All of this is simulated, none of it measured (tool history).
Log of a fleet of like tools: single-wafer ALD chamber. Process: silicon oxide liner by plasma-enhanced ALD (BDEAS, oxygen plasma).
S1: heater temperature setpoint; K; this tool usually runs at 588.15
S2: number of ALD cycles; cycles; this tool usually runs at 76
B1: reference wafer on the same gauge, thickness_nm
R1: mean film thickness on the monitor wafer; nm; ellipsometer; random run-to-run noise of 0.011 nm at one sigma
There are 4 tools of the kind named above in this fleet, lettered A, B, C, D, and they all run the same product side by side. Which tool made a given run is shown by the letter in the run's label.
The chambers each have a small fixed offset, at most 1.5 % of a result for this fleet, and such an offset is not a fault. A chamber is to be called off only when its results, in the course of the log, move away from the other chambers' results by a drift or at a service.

run   hour      S1  S2      B1      R1
 1D     10  588.15  76  5.5816  6.8571
 2B   20.1  588.15  76  5.5764  6.9654
 3C   28.9  588.15  76  5.5769  6.8266
 4A   39.1  588.15  76  5.5749  6.9112
 5C   45.5  588.15  76  5.5751   6.825
 6D   54.5  588.15  76  5.5715  6.8409
 7A   63.1  588.15  76  5.5726  6.8924
 8B   73.7  588.15  76  5.5699    6.93
 9A   78.5  588.15  76  5.5714   6.903
10D   83.9  600.15  66   5.569   5.862
11B   88.9  600.15  66  5.5726   5.912
12C   98.6  600.15  66  5.5687  5.8169
13C  106.6  600.15  66  5.5698  5.8108
14A  112.3  588.15  76  5.5676   6.905
15D  118.3  588.15  76  5.5664  6.8625
16B  123.1  588.15  76  5.5657  6.9088
17B  128.5  588.15  76  5.5643  6.9118
     136.1  -- chamber C: thermocouple changed; heater temperature recalibrated
18C  138.7  588.15  76  5.5644  6.8162
19D  143.4  588.15  76  5.5616  6.8253
20A  148.7  588.15  76  5.5635  6.8892
21D  155.3  588.15  76  5.5647  6.8484
22B  165.1  588.15  76  5.5616  6.9059
23A  173.2  594.15  65   5.557  5.8477
24C  178.5  594.15  65  5.5586  5.7653
25C  187.6  594.15  65  5.5608  5.7749
26B  194.8  594.15  65  5.5568  5.8598
27D  200.9  588.15  76  5.5557  6.8195
28A  207.9  588.15  63  5.5558   5.715
29D  218.4  588.15  63  5.5544  5.6634
30A  228.4  588.15  63  5.5551  5.7108
31C  234.4  588.15  63  5.5532  5.6345
32B  242.3  588.15  76  5.5538   6.932
33A  247.4  588.15  76  5.5525  6.8836
34D  252.1  574.15  64    5.55  5.8494
35C  258.4  574.15  64  5.5507  5.8125
36B    263  574.15  64   5.549  5.9326
37B  268.5  574.15  64  5.5495  5.9389
38A  279.1  588.15  76  5.5498  6.8915
39D  289.6  588.15  76   5.547  6.8064
40C  298.5  588.15  76  5.5463  6.7964
41D  304.1  588.15  76  5.5447  6.7926
42B  309.7  588.15  76  5.5457  6.9067
43A  314.5  588.15  87  5.5455  7.8707
44C  319.2  588.15  87   5.542   7.763

One chamber off, gauge drift, or nothing amiss beyond the chambers' own small offsets? If it is a chamber, which one, and what is the likeliest cause?

The gauge drifts, so all chambers seem to drift together. No chamber is off.
Most likely cause: gauge reads low (%) = 0.673.

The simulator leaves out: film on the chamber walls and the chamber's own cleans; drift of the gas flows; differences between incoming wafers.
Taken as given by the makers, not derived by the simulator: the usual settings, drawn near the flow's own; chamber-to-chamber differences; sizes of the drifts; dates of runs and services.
